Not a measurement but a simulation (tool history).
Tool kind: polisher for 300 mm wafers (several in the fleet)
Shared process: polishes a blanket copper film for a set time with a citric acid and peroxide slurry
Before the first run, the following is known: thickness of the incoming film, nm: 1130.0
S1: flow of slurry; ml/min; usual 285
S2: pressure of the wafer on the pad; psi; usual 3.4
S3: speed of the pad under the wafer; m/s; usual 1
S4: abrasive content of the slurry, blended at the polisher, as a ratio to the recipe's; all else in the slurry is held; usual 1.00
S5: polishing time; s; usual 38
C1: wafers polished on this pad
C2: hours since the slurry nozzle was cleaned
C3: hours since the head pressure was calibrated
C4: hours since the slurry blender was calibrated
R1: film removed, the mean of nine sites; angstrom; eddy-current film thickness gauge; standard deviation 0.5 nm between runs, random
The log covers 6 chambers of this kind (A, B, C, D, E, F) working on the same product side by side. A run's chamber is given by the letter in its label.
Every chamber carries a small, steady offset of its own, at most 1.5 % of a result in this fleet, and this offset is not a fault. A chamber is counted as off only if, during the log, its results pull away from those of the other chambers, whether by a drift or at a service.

Run 1D, hour 4.2: usual settings; C1 555; C2 744.2; C3 906.3; C4 8.1. Result: R1 822.16 angstrom.
At hour 5.5: chamber B: worn pad replaced by a new one.
Run 2A, hour 8.6: usual settings; C1 657; C2 203.1; C3 585.2; C4 306.3. Result: R1 821.19 angstrom.
At hour 12.8: chamber F: worn pad replaced by a new one.
Run 3B, hour 13.5: usual settings; C1 86; C2 752.5; C3 218.1; C4 344.4. Result: R1 821.21 angstrom.
Run 4E, hour 20.0: usual settings; C1 715; C2 183.4; C3 357.5; C4 106.9. Result: R1 822.75 angstrom.
Run 5C, hour 26.2: usual settings; C1 514; C2 154.4; C3 349.6; C4 220.2. Result: R1 812.33 angstrom.
At hour 26.9: chamber D: worn pad replaced by a new one.
Run 6F, hour 29.7: usual settings; C1 182; C2 521.7; C3 778.5; C4 96.7. Result: R1 829.86 angstrom.
At hour 31.9: chamber C: worn pad replaced by a new one.
Run 7D, hour 33.6: usual settings; C1 72; C2 773.6; C3 935.7; C4 37.5. Result: R1 821.25 angstrom.
Run 8F, hour 40.2: usual settings; C1 295; C2 532.2; C3 789.0; C4 107.2. Result: R1 826.03 angstrom.
Run 9E, hour 45.2: usual settings; C1 986; C2 208.6; C3 382.7; C4 132.1. Result: R1 819.91 angstrom.
Run 10A, hour 50.7: usual settings; C1 1110; C2 245.2; C3 627.3; C4 348.4. Result: R1 831.03 angstrom.
At hour 51.0: chamber F: head pressure recalibrated.
At hour 53.1: chamber B: slurry nozzle cleaned.
Run 11B, hour 55.0: usual settings; C1 532; C2 1.9; C3 259.6; C4 385.9. Result: R1 820.21 angstrom.
At hour 57.4: chamber A: slurry blender recalibrated.
Run 12C, hour 58.5: usual settings; C1 286; C2 186.7; C3 381.9; C4 252.5. Result: R1 817.89 angstrom.
Run 13D, hour 64.1: usual settings; C1 400; C2 804.1; C3 966.2; C4 68.0. Result: R1 818.03 angstrom.
At hour 65.8: chamber E: slurry nozzle cleaned.
Run 14B, hour 70.8: usual settings; C1 702; C2 17.7; C3 275.4; C4 401.7. Result: R1 813.01 angstrom.
At hour 74.6: chamber B: worn pad replaced by a new one.
At hour 74.9: chamber E: worn pad replaced by a new one.
Run 15A, hour 76.4: usual settings; C1 1386; C2 270.9; C3 653.0; C4 19.0. Result: R1 821.28 angstrom.
Run 16F, hour 81.6: usual settings; C1 740; C2 573.6; C3 30.6; C4 148.6. Result: R1 822.28 angstrom.
Run 17C, hour 88.8: usual settings; C1 611; C2 217.0; C3 412.2; C4 282.8. Result: R1 815.10 angstrom.
At hour 89.6: chamber C: slurry blender recalibrated.
At hour 92.1: chamber C: worn pad replaced by a new one.
Run 18E, hour 92.4: usual settings; C1 188; C2 26.6; C3 429.9; C4 179.3. Result: R1 832.94 angstrom.
At hour 92.9: chamber F: worn pad replaced by a new one.
At hour 95.5: chamber A: worn pad replaced by a new one.
Run 19F, hour 97.0: usual settings; C1 44; C2 589.0; C3 46.0; C4 164.0. Result: R1 820.66 angstrom.
At hour 99.2: chamber D: worn pad replaced by a new one.
Run 20E, hour 100.5: usual settings; C1 275; C2 34.7; C3 438.0; C4 187.4. Result: R1 840.36 angstrom.
Run 21B, hour 104.2: usual settings but S1 205 ml/min, S4 1.15; C1 319; C2 51.1; C3 308.8; C4 435.1. Result: R1 807.78 angstrom.
Run 22C, hour 108.5: usual settings but S1 205 ml/min, S4 1.15; C1 176; C2 236.7; C3 431.9; C4 18.9. Result: R1 818.25 angstrom.
Run 23A, hour 115.4: usual settings but S1 205 ml/min, S4 1.15; C1 214; C2 309.9; C3 692.0; C4 58.0. Result: R1 819.65 angstrom.
Run 24D, hour 119.1: usual settings but S1 205 ml/min, S4 1.15; C1 214; C2 859.1; C3 1021.2; C4 123.0. Result: R1 808.37 angstrom.
Run 25B, hour 123.9: usual settings but S1 205 ml/min, S4 1.15; C1 530; C2 70.8; C3 328.5; C4 454.8. Result: R1 797.15 angstrom.
At hour 128.8: chamber F: slurry blender recalibrated.
Run 26E, hour 129.1: usual settings but S1 205 ml/min, S4 1.15; C1 583; C2 63.3; C3 466.6; C4 216.0. Result: R1 845.13 angstrom.
At hour 131.3: chamber B: slurry blender recalibrated.
Run 27F, hour 133.2: usual settings; C1 434; C2 625.2; C3 82.2; C4 4.5. Result: R1 814.82 angstrom.
Run 28A, hour 136.4: usual settings; C1 440; C2 330.9; C3 713.0; C4 79.0. Result: R1 820.69 angstrom.
Run 29D, hour 140.9: usual settings; C1 449; C2 880.9; C3 1043.0; C4 144.8. Result: R1 821.37 angstrom.
At hour 145.3: chamber C: worn pad replaced by a new one.
Run 30C, hour 146.2: usual settings; C1 10; C2 274.4; C3 469.6; C4 56.6. Result: R1 819.14 angstrom.
Run 31E, hour 150.1: usual settings; C1 808; C2 84.3; C3 487.6; C4 237.0. Result: R1 845.26 angstrom.
Run 32A, hour 153.8: usual settings; C1 627; C2 348.3; C3 730.4; C4 96.4. Result: R1 817.28 angstrom.
Run 33C, hour 157.0: usual settings; C1 126; C2 285.2; C3 480.4; C4 67.4. Result: R1 818.65 angstrom.
At hour 161.1: chamber B: worn pad replaced by a new one.
Run 34B, hour 164.4: usual settings; C1 36; C2 111.3; C3 369.0; C4 33.1. Result: R1 815.19 angstrom.
Run 35F, hour 168.0: usual settings; C1 808; C2 660.0; C3 117.0; C4 39.3. Result: R1 828.99 angstrom.
Run 36D, hour 174.2: usual settings; C1 807; C2 914.2; C3 1076.3; C4 178.1. Result: R1 819.63 angstrom.
Run 37E, hour 180.9: usual settings but S1 235 ml/min, S5 34 s; C1 1140; C2 115.1; C3 518.4; C4 267.8. Result: R1 741.84 angstrom.
At hour 186.1: chamber F: worn pad replaced by a new one.
Run 38F, hour 186.4: usual settings but S1 235 ml/min, S5 34 s; C1 3; C2 678.4; C3 135.4; C4 57.7. Result: R1 712.65 angstrom.
At hour 192.3: chamber D: worn pad replaced by a new one.
Run 39D, hour 193.3: usual settings but S1 235 ml/min, S5 34 s; C1 11; C2 933.3; C3 1095.4; C4 197.2. Result: R1 711.02 angstrom.

Has any chamber moved away from the others, gradually or after a service, or does the common gauge drift, or do the chambers differ only by their own small steady offsets? State the chamber and the most likely cause if one applies.

One chamber, E, drifts off from the rest bit by bit.
Likeliest cause: head's pressure above its setpoint, % = 4.97.

Below are 4 candidate recipes for chamber E's next run, each the usual settings with a change, their results shown as question marks. Which of them brings E's results back in line with what the other chambers give on the usual settings?
Counts as in line when no further than this from what the other chambers average on the usual settings: R1 18.00 angstrom
Run 40E-1, hour 198.6: usual settings but S2 3.2 psi. Result: R1 ?.
Run 40E-2, hour 198.6: usual settings but S2 3.5 psi, S3 1.04 m/s, S5 40 s. Result: R1 ?.
Run 40E-3, hour 198.6: usual settings but S3 1.06 m/s. Result: R1 ?.
Run 40E-4, hour 198.6: usual settings but S3 0.94 m/s, S5 36 s. Result: R1 ?.

Average result of the remaining chambers running the usual settings: R1 818.10 angstrom
  run      R1
40E-1  812.62
40E-2  969.23
40E-3  912.24
40E-4  768.12
40E-1 brings the chamber back in line.
